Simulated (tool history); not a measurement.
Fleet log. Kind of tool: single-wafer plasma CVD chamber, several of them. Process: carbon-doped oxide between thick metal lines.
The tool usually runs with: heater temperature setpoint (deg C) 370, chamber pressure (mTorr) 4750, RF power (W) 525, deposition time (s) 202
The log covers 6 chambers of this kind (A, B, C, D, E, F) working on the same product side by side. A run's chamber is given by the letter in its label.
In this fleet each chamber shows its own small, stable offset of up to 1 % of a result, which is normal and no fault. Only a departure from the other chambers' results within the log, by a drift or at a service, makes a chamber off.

run   hour  heater temperature setpoint (deg C)  chamber pressure (mTorr)  RF power (W)  deposition time (s)  read-back reference wafer on the same gauge, thickness_nm  mean film thickness on the monitor wafer (angstrom)
 1F    4.2                                  370                      4750           525                  202                                                     1044.2                                                 9948
 2D    6.7                                  370                      4750           525                  202                                                     1043.7                                               9915.7
 3B    9.2                                  370                      4750           525                  202                                                     1044.3                                               9860.7
 4C   11.9                                  370                      4750           525                  202                                                     1044.2                                               9927.9
 5A   15.1                                  370                      4750           525                  202                                                     1043.6                                               9912.3
 6E   19.1                                  370                      4750           525                  202                                                     1044.1                                               9884.7
 7C   23.8                                  370                      4750           525                  202                                                       1044                                                 9938
 8E     27                                  370                      4750           525                  202                                                     1044.4                                               9905.4
 9B   31.6                                  382                      3740           525                  202                                                     1043.6                                               9275.5
10A   34.9                                  382                      3740           525                  202                                                     1043.7                                               9349.6
11D   38.7                                  382                      3740           525                  202                                                       1044                                               9356.6
12F   41.7                                  382                      3740           525                  202                                                     1043.8                                               9367.1
13A   45.3                                  382                      3740           525                  202                                                     1043.8                                               9361.6
14B   47.9                                  382                      3740           525                  202                                                       1044                                               9339.1
15F   51.3                                  370                      4750           525                  202                                                     1043.9                                               9925.9
16C   55.6                                  370                      4750           525                  202                                                     1043.4                                               9920.3
      58.3  -- chamber B: thermocouple changed; heater temperature recalibrated
17D   59.2                                  358                      4750           585                  202                                                       1044                                                10878
18E   63.3                                  358                      4750           585                  202                                                     1043.9                                                10860
19A   66.2                                  358                      4750           585                  202                                                     1044.6                                                10870
20C   68.4                                  358                      4750           585                  202                                                     1043.7                                                10909
21D   72.6                                  358                      4750           585                  202                                                     1043.7                                                10896
22B   75.7                                  358                      4750           585                  202                                                     1044.1                                                10802
23F   78.8                                  370                      4750           525                  202                                                     1043.9                                               9890.2
24E     83                                  370                      4750           525                  202                                                     1044.3                                               9893.9
25D   85.2                                  370                      4750           525                  202                                                       1044                                               9942.4
26B   90.2                                  370                      4750           615                  202                                                     1043.8                                                10844
27A   93.7                                  370                      4750           615                  202                                                     1043.9                                                10920
28F   98.6                                  370                      4750           615                  202                                                     1043.7                                                10922
29C  102.2                                  370                      4750           615                  202                                                     1044.1                                                10927
30E  104.4                                  370                      4750           615                  202                                                     1043.9                                                10876
31A  108.8                                  370                      4750           615                  202                                                     1043.9                                                10874
32C  112.8                                  370                      4750           525                  202                                                     1044.1                                               9925.1
33D  117.7                                  359                      4750           525                  202                                                     1043.8                                                10166
34F    121                                  359                      4750           525                  202                                                     1044.1                                                10177
35B  123.6                                  359                      4750           525                  202                                                     1043.8                                                10112
     124.1  -- chamber F: capacitance manometer re-zeroed and calibrated
     125.5  -- chamber C: RF generator calibrated
36E  127.5                                  359                      4750           525                  202                                                     1043.9                                                10114
37E  130.4                                  359                      4750           525                  202                                                     1043.9                                                10141
38F  132.6                                  359                      4750           525                  202                                                     1044.1                                                10190
39D  137.1                                  370                      4750           525                  202                                                     1043.6                                               9939.6
40B    140                                  370                      4750           525                  202                                                       1044                                               9849.9
41A    143                                  370                      4750           525                  202                                                     1043.4                                               9960.1
42C  146.4                                  382                      4750           585                  202                                                     1043.6                                                10387
43E  149.9                                  382                      4750           585                  202                                                     1044.1                                                10280

Decide between three cases: one chamber stands off from its peers, the gauge reading all wafers drifts, or nothing is wrong past each chamber's small offset. Where a chamber is off, say which and what most likely put it there.

Neither any chamber nor the gauge drifts; the chambers differ only by their own small, steady offsets.

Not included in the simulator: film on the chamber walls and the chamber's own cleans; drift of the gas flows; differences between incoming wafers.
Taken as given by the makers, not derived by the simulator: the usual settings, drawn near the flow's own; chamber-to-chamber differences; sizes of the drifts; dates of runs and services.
